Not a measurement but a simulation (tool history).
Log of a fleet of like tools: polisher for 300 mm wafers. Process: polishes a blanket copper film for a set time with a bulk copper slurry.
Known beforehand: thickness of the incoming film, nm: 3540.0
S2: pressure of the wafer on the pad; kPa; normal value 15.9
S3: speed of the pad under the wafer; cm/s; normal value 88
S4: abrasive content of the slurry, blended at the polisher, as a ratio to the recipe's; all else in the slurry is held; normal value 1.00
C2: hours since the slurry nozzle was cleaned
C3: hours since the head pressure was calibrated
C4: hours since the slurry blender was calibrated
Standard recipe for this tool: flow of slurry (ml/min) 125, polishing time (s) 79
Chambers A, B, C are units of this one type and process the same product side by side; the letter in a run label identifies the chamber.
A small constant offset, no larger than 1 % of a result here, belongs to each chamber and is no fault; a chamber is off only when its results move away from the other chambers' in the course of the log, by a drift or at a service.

At day 0.212: chamber B: worn pad replaced by a new one.
Run 1C, day 0.421: usual settings; wafers polished on this pad 797; C2 63.1; C3 426.5; C4 454.1. Result: film removed (angstrom) 5422.2.
At day 0.512: chamber C: worn pad replaced by a new one.
Run 2B, day 0.812: usual settings; wafers polished on this pad 170; C2 23.3; C3 1192.8; C4 37.6. Result: film removed (angstrom) 5455.8.
At day 1.004: chamber A: worn pad replaced by a new one.
Run 3A, day 1.242: usual settings; wafers polished on this pad 67; C2 324.2; C3 88.2; C4 64.6. Result: film removed (angstrom) 5506.1.
Run 4C, day 1.533: usual settings; wafers polished on this pad 289; C2 89.8; C3 453.2; C4 480.8. Result: film removed (angstrom) 5445.6.
Run 5A, day 1.971: usual settings; wafers polished on this pad 273; C2 341.7; C3 105.7; C4 82.1. Result: film removed (angstrom) 5436.3.
Run 6B, day 2.221: usual settings but polishing time (s) 102; wafers polished on this pad 568; C2 57.1; C3 1226.6; C4 71.4. Result: film removed (angstrom) 7020.8.
Run 7B, day 2.612: usual settings but polishing time (s) 102; wafers polished on this pad 679; C2 66.5; C3 1236.0; C4 80.8. Result: film removed (angstrom) 6989.5.
At day 2.662: chamber C: slurry blender recalibrated.
Run 8C, day 2.858: usual settings but polishing time (s) 102; wafers polished on this pad 664; C2 121.6; C3 485.0; C4 4.8. Result: film removed (angstrom) 7106.3.
At day 3.012: chamber B: worn pad replaced by a new one.
Run 9A, day 3.154: usual settings; wafers polished on this pad 607; C2 370.1; C3 134.1; C4 110.5. Result: film removed (angstrom) 5431.7.
At day 3.254: chamber B: slurry blender recalibrated.
Run 10B, day 3.588: usual settings; wafers polished on this pad 162; C2 89.9; C3 1259.4; C4 8.0. Result: film removed (angstrom) 5354.5.
At day 3.692: chamber A: worn pad replaced by a new one.
At day 3.754: chamber C: worn pad replaced by a new one.
Run 11A, day 4.058: usual settings; wafers polished on this pad 104; C2 391.8; C3 155.8; C4 132.2. Result: film removed (angstrom) 5440.1.
Run 12C, day 4.542: usual settings; wafers polished on this pad 223; C2 162.0; C3 525.4; C4 45.2. Result: film removed (angstrom) 5480.7.
Run 13C, day 5.021: usual settings; wafers polished on this pad 359; C2 173.5; C3 536.9; C4 56.7. Result: film removed (angstrom) 5487.9.
Run 14B, day 5.358: usual settings; wafers polished on this pad 663; C2 132.4; C3 1301.9; C4 50.5. Result: film removed (angstrom) 5417.4.
At day 5.488: chamber B: head pressure recalibrated.
Run 15A, day 5.808: usual settings; wafers polished on this pad 599; C2 433.8; C3 197.8; C4 174.2. Result: film removed (angstrom) 5396.8.
At day 5.871: chamber B: worn pad replaced by a new one.
Run 16B, day 6.129: usual settings; wafers polished on this pad 74; C2 150.9; C3 15.5; C4 69.0. Result: film removed (angstrom) 5182.4.
At day 6.158: chamber A: slurry blender recalibrated.
At day 6.396: chamber A: worn pad replaced by a new one.
Run 17A, day 6.479: usual settings; wafers polished on this pad 23; C2 449.9; C3 213.9; C4 7.7. Result: film removed (angstrom) 5420.1.
Run 18C, day 6.862: usual settings; wafers polished on this pad 879; C2 217.7; C3 581.1; C4 100.9. Result: film removed (angstrom) 5516.0.
At day 7.021: chamber B: slurry blender recalibrated.
At day 7.058: chamber C: worn pad replaced by a new one.
Run 19B, day 7.308: usual settings; wafers polished on this pad 407; C2 179.2; C3 43.8; C4 6.9. Result: film removed (angstrom) 5193.9.
Run 20C, day 7.754: usual settings; wafers polished on this pad 197; C2 239.1; C3 602.5; C4 122.3. Result: film removed (angstrom) 5507.9.
Run 21A, day 8.079: usual settings; wafers polished on this pad 476; C2 488.3; C3 252.3; C4 46.1. Result: film removed (angstrom) 5420.1.
At day 8.283: chamber B: worn pad replaced by a new one.
Run 22A, day 8.367: usual settings; wafers polished on this pad 557; C2 495.2; C3 259.2; C4 53.0. Result: film removed (angstrom) 5480.0.
At day 8.808: chamber A: worn pad replaced by a new one.
Run 23C, day 8.862: usual settings; wafers polished on this pad 511; C2 265.7; C3 629.1; C4 148.9. Result: film removed (angstrom) 5433.3.
Run 24B, day 9.325: usual settings but S3 106 cm/s; wafers polished on this pad 294; C2 227.6; C3 92.2; C4 55.3. Result: film removed (angstrom) 6280.7.
Run 25B, day 9.683: usual settings but S3 106 cm/s; wafers polished on this pad 396; C2 236.2; C3 100.8; C4 63.9. Result: film removed (angstrom) 6286.0.
Run 26A, day 9.946: usual settings but S3 106 cm/s; wafers polished on this pad 322; C2 533.1; C3 297.1; C4 90.9. Result: film removed (angstrom) 6588.0.
Run 27C, day 10.258: usual settings; wafers polished on this pad 905; C2 299.2; C3 662.6; C4 182.4. Result: film removed (angstrom) 5507.8.
Run 28A, day 10.492: usual settings but S4 1.15; wafers polished on this pad 476; C2 546.2; C3 310.2; C4 104.0. Result: film removed (angstrom) 5582.2.
At day 10.775: chamber B: slurry blender recalibrated.
Run 29B, day 10.875: usual settings but S4 1.15; wafers polished on this pad 733; C2 264.8; C3 129.4; C4 2.5. Result: film removed (angstrom) 5328.4.
At day 10.879: chamber C: worn pad replaced by a new one.
Run 30C, day 11.171: usual settings but S4 1.15; wafers polished on this pad 83; C2 321.1; C3 684.5; C4 204.3. Result: film removed (angstrom) 5636.7.

Next, all 3 chambers run the settings below, one line each with question marks for the results. What does each chamber give?
Run 31A, day 11.546: usual settings but flow of slurry (ml/min) 160. Result: film removed (angstrom) ?.
Run 31B, day 11.546: usual settings but flow of slurry (ml/min) 160. Result: film removed (angstrom) ?.
Run 31C, day 11.546: usual settings but flow of slurry (ml/min) 160. Result: film removed (angstrom) ?.

run  film removed (angstrom)
31A                   5702.0
31B                   5467.8
31C                   5706.0

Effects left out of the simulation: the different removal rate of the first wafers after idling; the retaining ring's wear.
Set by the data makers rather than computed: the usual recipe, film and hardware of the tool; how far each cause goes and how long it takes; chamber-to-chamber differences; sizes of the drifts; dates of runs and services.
